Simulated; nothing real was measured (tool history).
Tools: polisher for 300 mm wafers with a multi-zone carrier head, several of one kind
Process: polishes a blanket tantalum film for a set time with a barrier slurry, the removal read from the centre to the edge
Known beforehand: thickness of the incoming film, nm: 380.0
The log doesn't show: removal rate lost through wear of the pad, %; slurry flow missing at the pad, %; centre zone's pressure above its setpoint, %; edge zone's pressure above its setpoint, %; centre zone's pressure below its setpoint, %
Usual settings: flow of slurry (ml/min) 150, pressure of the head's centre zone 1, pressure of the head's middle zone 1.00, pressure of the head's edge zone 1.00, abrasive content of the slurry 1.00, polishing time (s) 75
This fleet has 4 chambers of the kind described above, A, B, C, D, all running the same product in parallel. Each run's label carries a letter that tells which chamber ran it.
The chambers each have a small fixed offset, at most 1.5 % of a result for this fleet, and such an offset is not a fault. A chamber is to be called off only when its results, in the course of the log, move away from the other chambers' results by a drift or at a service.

run	hour	flow of slurry (ml/min)	pressure of the head's centre zone	pressure of the head's middle zone	pressure of the head's edge zone	abrasive content of the slurry	polishing time (s)	wafers polished on this pad	hours since the slurry nozzle was cleaned	hours since the centre zone pressure was calibrated	hours since the edge zone pressure was calibrated	film removed at the wafer's centre (angstrom)	film removed at mid-radius (angstrom)	film removed at the wafer's edge (angstrom)
# hour 14.0: chamber D: slurry nozzle cleaned
1B	14.5	150	1	1.00	1.00	1.00	75	379	124.0	1198.7	249.2	1376.20	1379.80	1412.10
2A	31.0	150	1	1.00	1.00	1.00	75	1432	195.8	289.2	92.5	1404.90	1397.50	1388.70
# hour 31.4: chamber A: worn pad replaced by a new one
3C	44.6	150	1	1.00	1.00	1.00	75	736	199.2	571.9	520.6	1411.40	1405.00	1396.60
4D	60.3	150	1	1.00	1.00	1.00	75	1277	46.3	520.4	452.9	1376.50	1418.30	1402.00
5B	68.5	150	1	1.00	1.00	1.00	54	1147	178.0	1252.7	303.2	994.43	990.61	998.39
# hour 72.6: chamber D: centre zone pressure recalibrated
# hour 73.5: chamber D: worn pad replaced by a new one
6A	79.0	150	1	1.00	1.00	1.00	54	677	243.8	337.2	140.5	1000.20	1003.30	990.63
# hour 86.2: chamber B: worn pad replaced by a new one
7D	90.5	150	1	1.00	1.00	1.00	54	241	76.5	18.0	483.1	1003.80	1006.80	1011.60
# hour 98.6: chamber C: worn pad replaced by a new one
8C	99.4	150	1	1.00	1.00	1.00	54	11	254.0	626.7	575.4	1013.40	1011.70	1006.40
9A	112.3	150	1	1.00	1.00	1.00	75	1151	277.1	370.5	173.8	1404.60	1392.00	1413.20
10D	121.4	150	1	1.00	1.00	1.00	75	681	107.4	48.9	514.0	1402.70	1407.90	1385.70
# hour 133.7: chamber A: worn pad replaced by a new one
11B	134.1	150	1	1.00	1.00	1.00	75	681	243.6	1318.3	368.8	1375.20	1372.30	1382.90
12C	146.8	150	1	1.00	1.00	1.00	75	685	301.4	674.1	622.8	1388.70	1398.90	1386.70
# hour 155.1: chamber B: centre zone pressure recalibrated
13A	161.2	150	1	1.00	1.00	1.00	75	391	326.0	419.4	222.7	1426.00	1399.70	1406.20
14D	176.9	150	1	1.00	0.94	0.75	75	1470	162.9	104.4	569.5	1276.60	1280.50	1226.40
# hour 178.7: chamber D: worn pad replaced by a new one
15B	186.3	150	1	1.00	0.94	0.75	75	1423	295.8	31.3	421.0	1137.60	1267.30	1234.50
16C	194.2	150	1	1.00	0.94	0.75	75	1359	348.8	721.5	670.2	1284.50	1270.40	1243.20
# hour 194.3: chamber B: worn pad replaced by a new one
17B	202.2	150	1	1.00	0.94	0.75	75	112	311.7	47.2	436.9	1143.00	1263.20	1232.00
18A	210.1	150	1	1.00	1.00	1.00	75	1086	374.9	468.3	271.6	1416.00	1407.60	1395.20
# hour 211.9: chamber C: worn pad replaced by a new one
19C	221.2	150	1	1.00	1.00	1.00	75	133	375.8	748.5	697.2	1420.40	1400.70	1385.90
# hour 224.6: chamber A: worn pad replaced by a new one
20D	233.8	150	1	1.00	1.00	1.00	75	784	219.8	161.3	626.4	1377.00	1396.30	1414.30
# hour 241.3: chamber B: slurry nozzle cleaned
# hour 246.2: chamber D: slurry nozzle cleaned
21C	249.0	150	1	1.00	1.00	1.00	75	528	403.6	776.3	725.0	1426.60	1400.80	1413.70
22B	263.1	150	1	1.04	1.00	1.00	62	978	21.8	108.1	497.8	1013.50	1199.10	1163.70
23D	277.9	150	1	1.04	1.00	1.00	62	1411	31.8	205.4	670.5	1145.30	1206.70	1159.90
# hour 282.0: chamber D: worn pad replaced by a new one
24A	292.5	150	1	1.04	1.00	1.00	62	966	457.3	550.7	354.0	1155.50	1180.20	1153.30
# hour 294.5: chamber B: worn pad replaced by a new one
# hour 305.4: chamber C: worn pad replaced by a new one
25C	307.1	150	1	1.04	1.00	1.00	62	24	461.7	834.4	783.1	1172.40	1189.00	1165.00
# hour 317.2: chamber A: worn pad replaced by a new one
26D	323.5	150	1	1.00	1.00	1.00	75	590	77.4	251.0	716.1	1416.70	1412.00	1377.00
27B	331.2	150	1	1.00	1.00	1.00	75	522	89.9	176.2	565.9	1252.30	1386.00	1401.70
28A	341.2	150	1	1.00	1.00	1.00	75	341	506.0	599.4	402.7	1385.30	1410.60	1381.00
29A	357.5	150	1	1.00	1.00	1.00	75	573	522.3	615.7	419.0	1392.20	1391.50	1393.90
30C	368.4	150	1	1.00	1.00	1.00	75	896	523.0	895.7	844.4	1415.30	1388.70	1419.20
# hour 379.7: chamber D: worn pad replaced by a new one
31D	384.3	150	1	1.00	1.00	1.00	75	66	138.2	311.8	776.9	1399.10	1404.20	1420.60
# hour 390.9: chamber B: worn pad replaced by a new one
# hour 394.9: chamber A: centre zone pressure recalibrated
32B	397.1	150	1	1.04	1.09	1.00	75	89	155.8	242.1	631.8	1242.00	1434.90	1459.80
33B	408.0	150	1	1.04	1.09	1.00	75	244	166.7	253.0	642.7	1242.50	1428.80	1461.80
# hour 411.2: chamber A: worn pad replaced by a new one
34C	416.5	150	1	1.04	1.09	1.00	75	1579	571.1	943.8	892.5	1408.10	1416.90	1461.00
# hour 421.1: chamber C: worn pad replaced by a new one
35A	427.8	150	1	1.04	1.09	1.00	75	236	592.6	33.0	489.3	1383.60	1450.90	1470.90
36D	441.5	150	1	1.00	1.00	1.00	75	880	195.4	369.0	834.1	1383.40	1409.50	1409.50
# hour 451.2: chamber A: slurry nozzle cleaned
37C	455.7	150	1	1.00	1.00	1.00	75	492	610.3	983.0	931.7	1381.80	1399.70	1404.60
38B	469.1	150	1	1.00	1.00	1.00	75	1113	227.8	314.1	703.8	1255.30	1368.80	1385.70
39D	476.4	150	1	1.00	1.00	1.00	75	1376	230.3	403.9	869.0	1390.20	1397.70	1397.40
# hour 476.8: chamber D: worn pad replaced by a new one
40A	485.1	150	1	1.00	1.00	1.00	75	1051	33.9	90.3	546.6	1394.80	1396.70	1381.90
41D	497.0	150	1	1.00	1.00	1.00	75	287	250.9	424.5	889.6	1419.70	1408.00	1397.70
# hour 497.9: chamber A: worn pad replaced by a new one
42A	505.2	150	1	1.00	1.00	1.00	75	104	54.0	110.4	566.7	1401.00	1391.20	1417.50

Which is it: a chamber that has drifted or been left off by a service, a gauge drift common to all chambers, or only each chamber's usual small offset? If a chamber is off, name it and its likeliest cause.

A service left chamber B off against the others.
Cause: centre zone's pressure below its setpoint, % = 9.28.

Which of the 4 candidates below, each the usual settings with something changed and its results left as question marks, puts chamber B back in line with what the other chambers give on the usual settings?
In line here means within this much of the mean the other chambers give on the usual settings: film removed at the wafer's centre (angstrom) 43.00; film removed at mid-radius (angstrom) 32.00; film removed at the wafer's edge (angstrom) 36.00
43B-1	517.1	155	1.09	0.99	0.97	1.00	76					?	?	?
43B-2	517.1	155	1.03	1.00	0.99	1.00	75					?	?	?
43B-3	517.1	145	0.91	1.01	1.03	1.00	74					?	?	?
43B-4	517.1	145	0.97	1.00	1.01	1.00	75					?	?	?

The mean the other chambers reach with the usual settings: film removed at the wafer's centre (angstrom) 1401.00; film removed at mid-radius (angstrom) 1397.10; film removed at the wafer's edge (angstrom) 1401.00
run	film removed at the wafer's centre (angstrom)	film removed at mid-radius (angstrom)	film removed at the wafer's edge (angstrom)
43B-1	1384.50	1391.30	1396.60
43B-2	1282.80	1386.00	1392.90
43B-3	1084.50	1362.70	1390.20
43B-4	1181.50	1368.30	1394.50
Change 43B-1 lands the chamber within the allowed miss of the other chambers.

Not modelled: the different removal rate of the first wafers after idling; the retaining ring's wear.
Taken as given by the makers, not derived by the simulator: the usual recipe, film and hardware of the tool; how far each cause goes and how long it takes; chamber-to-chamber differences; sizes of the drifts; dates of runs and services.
